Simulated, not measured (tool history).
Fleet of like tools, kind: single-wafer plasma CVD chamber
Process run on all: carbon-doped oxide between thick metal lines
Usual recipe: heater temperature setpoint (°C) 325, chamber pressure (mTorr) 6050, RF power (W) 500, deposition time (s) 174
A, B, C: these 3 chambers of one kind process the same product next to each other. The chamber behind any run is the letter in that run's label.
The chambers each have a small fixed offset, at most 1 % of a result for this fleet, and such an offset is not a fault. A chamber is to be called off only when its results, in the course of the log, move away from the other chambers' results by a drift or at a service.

| run | day | heater temperature setpoint (°C) | chamber pressure (mTorr) | RF power (W) | deposition time (s) | read-back reference wafer on the same gauge, thickness_nm | mean film thickness on the monitor wafer (Å) |
|---|---|---|---|---|---|---|---|
| 1C | 0.262 | 325 | 6050 | 500 | 174 | 976.79 | 9642.7 |
| 2A | 0.521 | 325 | 6050 | 500 | 174 | 976.48 | 9675.9 |
| 3B | 0.8 | 325 | 6050 | 500 | 174 | 975.88 | 9647.1 |
|  | 0.925 | chamber B: capacitance manometer re-zeroed and calibrated |
| 4B | 0.942 | 325 | 6050 | 500 | 174 | 975.9 | 9635.7 |
| 5A | 1.079 | 325 | 6050 | 500 | 174 | 975.88 | 9689.3 |
| 6C | 1.367 | 325 | 6050 | 500 | 174 | 975.45 | 9632.3 |
| 7C | 1.583 | 311 | 6050 | 465 | 174 | 975.57 | 9672.9 |
| 8B | 1.804 | 311 | 6050 | 465 | 174 | 975.14 | 9652.4 |
| 9A | 1.938 | 311 | 6050 | 465 | 174 | 974.7 | 9711.9 |
| 10A | 2.075 | 325 | 6050 | 500 | 174 | 974.13 | 9645.3 |
| 11C | 2.367 | 325 | 6050 | 500 | 174 | 973.73 | 9596.6 |
| 12B | 2.596 | 325 | 6050 | 500 | 174 | 974 | 9591.2 |
| 13A | 2.738 | 325 | 6050 | 500 | 174 | 973.59 | 9672.5 |
| 14B | 2.975 | 338 | 6050 | 465 | 174 | 972.96 | 8828.4 |
| 15C | 3.204 | 338 | 6050 | 465 | 174 | 973 | 8810.3 |
| 16B | 3.425 | 338 | 6050 | 465 | 174 | 973.31 | 8791.3 |
| 17C | 3.679 | 325 | 6050 | 500 | 174 | 972.84 | 9555.7 |
| 18A | 3.938 | 325 | 6050 | 500 | 143 | 971.78 | 7925.4 |
| 19B | 4.183 | 325 | 6050 | 500 | 143 | 972.05 | 7882.8 |
| 20C | 4.312 | 325 | 6050 | 500 | 143 | 971.62 | 7886.9 |
| 21A | 4.467 | 325 | 6050 | 500 | 174 | 971.52 | 9627.2 |
| 22A | 4.662 | 325 | 6050 | 500 | 174 | 971.16 | 9587.5 |
| 23B | 4.796 | 325 | 6050 | 500 | 174 | 970.94 | 9583.2 |
| 24C | 5.058 | 325 | 6050 | 500 | 174 | 971.14 | 9579.8 |
| 25A | 5.338 | 325 | 6050 | 500 | 174 | 969.95 | 9634 |
| 26B | 5.512 | 325 | 6050 | 500 | 174 | 970.58 | 9548.2 |

One chamber off, gauge drift, or nothing amiss beyond the chambers' own small offsets? If it is a chamber, which one, and what is the likeliest cause?

Every chamber seems to shift together because the gauge that measures them all drifts; the chambers themselves are fine.
What lies behind it: gauge reads low (%) = 0.712.
